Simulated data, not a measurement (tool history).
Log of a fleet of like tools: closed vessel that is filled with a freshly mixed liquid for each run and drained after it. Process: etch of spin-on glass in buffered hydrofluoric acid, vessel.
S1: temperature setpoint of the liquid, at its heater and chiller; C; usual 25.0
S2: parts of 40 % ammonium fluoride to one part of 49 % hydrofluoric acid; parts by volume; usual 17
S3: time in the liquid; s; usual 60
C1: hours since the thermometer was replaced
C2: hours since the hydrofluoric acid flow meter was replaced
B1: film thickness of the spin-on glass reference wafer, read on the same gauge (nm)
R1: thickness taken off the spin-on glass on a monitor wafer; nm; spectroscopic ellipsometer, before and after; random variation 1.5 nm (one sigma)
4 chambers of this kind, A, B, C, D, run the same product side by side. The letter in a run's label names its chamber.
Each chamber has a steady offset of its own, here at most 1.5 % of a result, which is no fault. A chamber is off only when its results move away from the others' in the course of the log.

Run 1B, hour 12.1: usual settings; C1 875.6; C2 1007.3; B1 69.983. Result: R1 162.21 nm.
Run 2C, hour 21.4: usual settings; C1 138.3; C2 156.2; B1 70.009. Result: R1 159.86 nm.
At hour 22.4: chamber D: hydrofluoric acid flow meter replaced.
Run 3A, hour 31.9: usual settings; C1 1200.2; C2 2243.1; B1 69.984. Result: R1 162.38 nm.
Run 4D, hour 38.8: usual settings; C1 1097.9; C2 16.4; B1 70.006. Result: R1 160.42 nm.
Run 5C, hour 49.2: usual settings; C1 166.1; C2 184.0; B1 69.981. Result: R1 160.27 nm.
At hour 59.2: chamber A: hydrofluoric acid flow meter replaced.
Run 6B, hour 62.2: usual settings; C1 925.7; C2 1057.4; B1 69.983. Result: R1 165.18 nm.
Run 7A, hour 71.9: usual settings; C1 1240.2; C2 12.8; B1 69.979. Result: R1 163.14 nm.
Run 8D, hour 79.0: usual settings; C1 1138.1; C2 56.6; B1 69.984. Result: R1 161.29 nm.
Run 9C, hour 87.1: usual settings; C1 204.0; C2 221.9; B1 69.989. Result: R1 161.02 nm.
Run 10D, hour 99.6: usual settings; C1 1158.7; C2 77.2; B1 70.004. Result: R1 167.25 nm.
Run 11A, hour 110.8: usual settings; C1 1279.1; C2 51.7; B1 69.993. Result: R1 159.98 nm.
Run 12B, hour 122.8: usual settings; C1 986.3; C2 1118.0; B1 69.982. Result: R1 161.76 nm.
Run 13A, hour 130.6: usual settings; C1 1298.9; C2 71.5; B1 69.999. Result: R1 163.04 nm.
Run 14D, hour 143.9: usual settings; C1 1203.0; C2 121.5; B1 70.017. Result: R1 168.04 nm.
Run 15B, hour 150.1: usual settings; C1 1013.6; C2 1145.3; B1 70.037. Result: R1 159.72 nm.
Run 16C, hour 163.6: usual settings; C1 280.5; C2 298.4; B1 69.982. Result: R1 161.00 nm.
Run 17C, hour 176.0: usual settings; C1 292.9; C2 310.8; B1 70.000. Result: R1 162.79 nm.
Run 18D, hour 189.5: usual settings; C1 1248.6; C2 167.1; B1 69.993. Result: R1 169.68 nm.
Run 19B, hour 200.0: usual settings; C1 1063.5; C2 1195.2; B1 70.001. Result: R1 160.39 nm.
Run 20A, hour 213.1: usual settings; C1 1381.4; C2 154.0; B1 70.010. Result: R1 161.18 nm.
Run 21B, hour 222.3: usual settings; C1 1085.8; C2 1217.5; B1 70.018. Result: R1 160.63 nm.
Run 22D, hour 234.6: usual settings but S1 28.5 C, S3 90 s; C1 1293.7; C2 212.2; B1 70.010. Result: R1 319.27 nm.
Run 23A, hour 242.5: usual settings but S1 28.5 C, S3 90 s; C1 1410.8; C2 183.4; B1 70.012. Result: R1 294.41 nm.
Run 24C, hour 249.6: usual settings but S1 28.5 C, S3 90 s; C1 366.5; C2 384.4; B1 70.008. Result: R1 295.64 nm.
Run 25A, hour 261.4: usual settings but S1 28.5 C, S3 90 s; C1 1429.7; C2 202.3; B1 69.997. Result: R1 295.88 nm.

Is one chamber off against the others, does the gauge drift, or is nothing wrong? If a chamber is off, say which, and what the likeliest cause is.

Chamber D drifts away from the others.
Cause: liquid hotter than its thermometer reads (K) = 2.27.
The log may not tell that from: hydrofluoric acid flow above the setpoint (%).

Here are 4 candidates for chamber D's next run, each the usual settings with a change, their results left as question marks. Which one brings its results back in line with what the others give on the usual settings?
In line means no further than this from the other chambers' mean on the usual settings: R1 5.30 nm
Run 26D-1, hour 271.4: usual settings but S1 29.5 C. Result: R1 ?.
Run 26D-2, hour 271.4: usual settings but S2 16.5 parts by volume, S3 65 s. Result: R1 ?.
Run 26D-3, hour 271.4: usual settings but S1 21.0 C. Result: R1 ?.
Run 26D-4, hour 271.4: usual settings but S2 17.5 parts by volume, S3 55 s. Result: R1 ?.

The other chambers' mean on the usual settings: R1 161.61 nm
  run      R1
26D-1  228.96
26D-2  201.68
26D-3  145.64
26D-4  160.96
26D-4 brings the chamber back in line.

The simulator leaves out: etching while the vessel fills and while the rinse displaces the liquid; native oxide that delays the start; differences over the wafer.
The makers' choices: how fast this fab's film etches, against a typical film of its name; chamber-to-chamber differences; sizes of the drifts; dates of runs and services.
